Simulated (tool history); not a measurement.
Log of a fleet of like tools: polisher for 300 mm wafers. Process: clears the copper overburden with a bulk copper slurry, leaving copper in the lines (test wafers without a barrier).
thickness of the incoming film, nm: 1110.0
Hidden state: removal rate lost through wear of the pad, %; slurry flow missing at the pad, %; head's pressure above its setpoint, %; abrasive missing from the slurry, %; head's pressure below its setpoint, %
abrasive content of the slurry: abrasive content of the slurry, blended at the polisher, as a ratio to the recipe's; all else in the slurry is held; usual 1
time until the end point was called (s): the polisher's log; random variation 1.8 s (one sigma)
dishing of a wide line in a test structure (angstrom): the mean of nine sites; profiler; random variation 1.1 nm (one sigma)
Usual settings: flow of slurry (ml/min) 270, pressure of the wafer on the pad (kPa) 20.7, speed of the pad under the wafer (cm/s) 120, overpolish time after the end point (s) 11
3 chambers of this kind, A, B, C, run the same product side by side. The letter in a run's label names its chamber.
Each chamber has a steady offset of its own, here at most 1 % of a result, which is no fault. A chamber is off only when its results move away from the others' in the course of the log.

| run | hour | flow of slurry (ml/min) | pressure of the wafer on the pad (kPa) | speed of the pad under the wafer (cm/s) | abrasive content of the slurry | overpolish time after the end point (s) | wafers polished on this pad | hours since the slurry nozzle was cleaned | hours since the head pressure was calibrated | hours since the slurry blender was calibrated | time until the end point was called (s) | dishing of a wide line in a test structure (angstrom) |
|---|---|---|---|---|---|---|---|---|---|---|---|---|
|  | 6.8 | chamber A: worn pad replaced by a new one |
| 1C | 8.3 | 270 | 20.7 | 120 | 1 | 11 | 375 | 437.6 | 325.9 | 57.6 | 105.67 | 684.97 |
|  | 10.3 | chamber B: worn pad replaced by a new one |
| 2A | 12.7 | 270 | 20.7 | 120 | 1 | 11 | 73 | 85.1 | 117.1 | 48.1 | 105.65 | 652.61 |
| 3B | 20.4 | 270 | 20.7 | 120 | 1 | 11 | 126 | 144.1 | 460.8 | 38.9 | 108.45 | 655.14 |
| 4C | 25.7 | 270 | 20.7 | 120 | 1 | 11 | 592 | 455 | 343.3 | 75 | 107.45 | 667.3 |
|  | 31.7 | chamber C: worn pad replaced by a new one |
| 5B | 35.2 | 270 | 20.7 | 120 | 1 | 11 | 311 | 158.9 | 475.6 | 53.7 | 109.72 | 645.38 |
| 6A | 41.2 | 270 | 20.7 | 120 | 1 | 11 | 430 | 113.6 | 145.6 | 76.6 | 105.23 | 659.8 |
|  | 42.2 | chamber A: worn pad replaced by a new one |
| 7C | 49.2 | 270 | 20.7 | 120 | 1 | 11 | 219 | 478.5 | 366.8 | 98.5 | 105.69 | 669.6 |
| 8A | 57.8 | 270 | 20.7 | 120 | 1 | 11 | 195 | 130.2 | 162.2 | 93.2 | 104.96 | 654.9 |
| 9B | 67.2 | 180 | 15.2 | 120 | 1 | 11 | 711 | 190.9 | 507.6 | 85.7 | 157.81 | 481.82 |
| 10C | 75.7 | 180 | 15.2 | 120 | 1 | 11 | 550 | 505 | 393.3 | 125 | 147 | 486.8 |
|  | 79.6 | chamber A: worn pad replaced by a new one |
| 11B | 83.6 | 180 | 15.2 | 120 | 1 | 11 | 916 | 207.3 | 524 | 102.1 | 158.35 | 470.39 |
|  | 84.8 | chamber C: worn pad replaced by a new one |
| 12A | 90.4 | 270 | 20.7 | 120 | 1 | 11 | 135 | 162.8 | 194.8 | 125.8 | 105.92 | 652.17 |
|  | 96.1 | chamber C: slurry nozzle cleaned |
|  | 96.7 | chamber B: worn pad replaced by a new one |
| 13A | 97.8 | 270 | 20.7 | 120 | 1 | 11 | 227 | 170.2 | 202.2 | 133.2 | 103.89 | 671.04 |
| 14C | 105.2 | 270 | 20.7 | 120 | 1 | 11 | 255 | 9.2 | 422.8 | 154.5 | 106.66 | 672.48 |
| 15B | 111.2 | 270 | 20.7 | 120 | 1 | 11 | 182 | 234.9 | 551.6 | 129.7 | 112.9 | 620.56 |
| 16B | 116 | 270 | 20.7 | 120 | 1 | 11 | 242 | 239.7 | 556.4 | 134.5 | 112.75 | 628.34 |
|  | 119.4 | chamber A: worn pad replaced by a new one |
| 17A | 124.2 | 270 | 20.7 | 120 | 1.25 | 11 | 61 | 196.6 | 228.6 | 159.6 | 100.21 | 666.48 |
|  | 132.3 | chamber C: worn pad replaced by a new one |
| 18C | 132.4 | 270 | 20.7 | 120 | 1.25 | 11 | 2 | 36.4 | 450 | 181.7 | 101.09 | 711.08 |
| 19B | 142.3 | 270 | 20.7 | 120 | 1.25 | 11 | 570 | 266 | 582.7 | 160.8 | 110.84 | 645.12 |
| 20A | 147.3 | 270 | 20.7 | 120 | 1 | 11 | 349 | 219.7 | 251.7 | 182.7 | 104.82 | 659.96 |

Next, every chamber runs the same settings. What will each give?
| 21A | 154.5 | 270 | 26.2 | 120 | 1 | 11 |  |  |  |  | ? | ? |
| 21B | 154.5 | 270 | 26.2 | 120 | 1 | 11 |  |  |  |  | ? | ? |
| 21C | 154.5 | 270 | 26.2 | 120 | 1 | 11 |  |  |  |  | ? | ? |

| run | time until the end point was called (s) | dishing of a wide line in a test structure (angstrom) |
|---|---|---|
| 21A | 82.572 | 814.12 |
| 21B | 92.635 | 757.67 |
| 21C | 82.299 | 811.3 |
